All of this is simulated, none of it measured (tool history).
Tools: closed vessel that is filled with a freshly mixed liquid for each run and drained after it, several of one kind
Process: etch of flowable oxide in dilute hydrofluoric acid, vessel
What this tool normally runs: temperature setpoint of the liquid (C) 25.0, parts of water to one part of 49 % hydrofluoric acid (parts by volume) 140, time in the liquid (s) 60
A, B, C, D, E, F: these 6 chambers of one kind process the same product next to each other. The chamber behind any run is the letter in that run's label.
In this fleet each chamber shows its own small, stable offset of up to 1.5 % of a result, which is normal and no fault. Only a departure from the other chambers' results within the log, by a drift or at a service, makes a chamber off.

| run | hour | temperature setpoint of the liquid (C) | parts of water to one part of 49 % hydrofluoric acid (parts by volume) | time in the liquid (s) | hours since the thermometer was replaced | hours since the hydrofluoric acid flow meter was replaced | read-back film thickness of the flowable oxide reference wafer, read on the same gauge (nm) | thickness taken off the flowable oxide on a monitor wafer (nm) |
|---|---|---|---|---|---|---|---|---|
| 1D | 7.6 | 25.0 | 140 | 60 | 232.8 | 829.1 | 130.01 | 29.112 |
| 2C | 17.8 | 25.0 | 140 | 60 | 1202.4 | 454.1 | 130.07 | 29.453 |
| 3F | 24.9 | 25.0 | 140 | 60 | 604.8 | 609.6 | 130.03 | 29.450 |
| 4B | 30.4 | 25.0 | 140 | 60 | 526.5 | 389.0 | 129.99 | 28.721 |
| 5A | 40.7 | 25.0 | 140 | 60 | 848.2 | 302.1 | 129.99 | 29.133 |
|  | 46.8 | chamber F: hydrofluoric acid flow meter replaced |
| 6E | 51.2 | 25.0 | 140 | 60 | 288.4 | 649.9 | 130.00 | 29.125 |
| 7D | 61.2 | 25.0 | 205 | 60 | 286.4 | 882.7 | 130.01 | 18.325 |
| 8E | 71.6 | 25.0 | 205 | 60 | 308.8 | 670.3 | 129.98 | 18.446 |
| 9A | 78.4 | 25.0 | 205 | 60 | 885.9 | 339.8 | 129.99 | 18.939 |
| 10F | 85.7 | 25.0 | 205 | 60 | 665.6 | 39.0 | 130.02 | 18.229 |
| 11B | 90.9 | 25.0 | 205 | 60 | 587.0 | 449.5 | 130.00 | 18.127 |
| 12C | 98.7 | 25.0 | 205 | 60 | 1283.3 | 535.0 | 129.97 | 18.405 |
| 13B | 107.0 | 25.0 | 140 | 60 | 603.1 | 465.6 | 129.98 | 28.849 |
| 14C | 114.1 | 25.0 | 140 | 60 | 1298.7 | 550.4 | 130.02 | 28.796 |
| 15E | 123.2 | 25.0 | 140 | 60 | 360.4 | 721.9 | 130.04 | 29.339 |
| 16A | 131.1 | 25.0 | 140 | 60 | 938.6 | 392.5 | 129.99 | 29.071 |
| 17D | 141.7 | 25.0 | 140 | 60 | 366.9 | 963.2 | 130.05 | 28.966 |
| 18F | 149.7 | 25.0 | 140 | 60 | 729.6 | 103.0 | 130.00 | 29.257 |
| 19F | 155.3 | 25.0 | 115 | 90 | 735.2 | 108.6 | 130.01 | 54.438 |
| 20B | 164.3 | 25.0 | 115 | 90 | 660.4 | 522.9 | 130.00 | 53.522 |
| 21A | 172.6 | 25.0 | 115 | 90 | 980.1 | 434.0 | 130.00 | 55.488 |
| 22E | 179.7 | 25.0 | 115 | 90 | 416.9 | 778.4 | 130.00 | 54.117 |
| 23C | 187.4 | 25.0 | 115 | 90 | 1372.0 | 623.7 | 129.99 | 55.346 |
| 24D | 197.4 | 25.0 | 115 | 90 | 422.6 | 1018.9 | 129.97 | 55.048 |
| 25A | 202.6 | 29.5 | 140 | 30 | 1010.1 | 464.0 | 130.01 | 17.340 |
| 26D | 207.8 | 29.5 | 140 | 30 | 433.0 | 1029.3 | 130.01 | 17.084 |
| 27B | 217.8 | 29.5 | 140 | 30 | 713.9 | 576.4 | 130.00 | 17.111 |
| 28E | 227.1 | 29.5 | 140 | 30 | 464.3 | 825.8 | 130.02 | 17.141 |
| 29F | 237.5 | 29.5 | 140 | 30 | 817.4 | 190.8 | 130.02 | 17.314 |
| 30C | 242.9 | 29.5 | 140 | 30 | 1427.5 | 679.2 | 129.99 | 17.677 |
| 31F | 252.1 | 25.0 | 140 | 60 | 832.0 | 205.4 | 129.99 | 29.224 |
| 32D | 258.1 | 25.0 | 205 | 60 | 483.3 | 1079.6 | 130.01 | 18.504 |
| 33A | 269.2 | 25.0 | 205 | 60 | 1076.7 | 530.6 | 130.00 | 18.781 |
| 34B | 278.1 | 25.0 | 205 | 60 | 774.2 | 636.7 | 130.00 | 18.606 |
| 35C | 288.0 | 25.0 | 205 | 60 | 1472.6 | 724.3 | 130.01 | 19.205 |
| 36E | 293.6 | 25.0 | 205 | 60 | 530.8 | 892.3 | 130.03 | 18.507 |
| 37B | 298.8 | 25.0 | 205 | 60 | 794.9 | 657.4 | 130.02 | 18.319 |

What goes on in this fleet: one chamber off, a drifting gauge, or nothing beyond the chambers' own small offsets? Name the chamber and the cause, if any.

It is chamber C that slowly wanders off from its peers.
What lies behind it: liquid hotter than its thermometer reads (K) = 1.26.
From this log alone, it may not be told apart from: hydrofluoric acid flow above the setpoint (%).

Below are 4 candidate recipes for chamber C's next run, each the usual settings with a change, their results shown as question marks. Which of them brings C's results back in line with what the other chambers give on the usual settings?
In-line tolerance around the mean of the other chambers on the usual settings: thickness taken off the flowable oxide on a monitor wafer (nm) 0.720
| 38C-1 | 306.8 | 26.0 | 140 | 60 |  |  |  | ? |
| 38C-2 | 306.8 | 25.0 | 130 | 60 |  |  |  | ? |
| 38C-3 | 306.8 | 25.0 | 145 | 60 |  |  |  | ? |
| 38C-4 | 306.8 | 22.5 | 140 | 60 |  |  |  | ? |

Other chambers, usual settings, mean: thickness taken off the flowable oxide on a monitor wafer (nm) 29.103
| run | thickness taken off the flowable oxide on a monitor wafer (nm) |
|---|---|
| 38C-1 | 31.689 |
| 38C-2 | 33.252 |
| 38C-3 | 29.305 |
| 38C-4 | 27.750 |
The answer is 38C-3, which returns the chamber to within the allowed miss of the others.
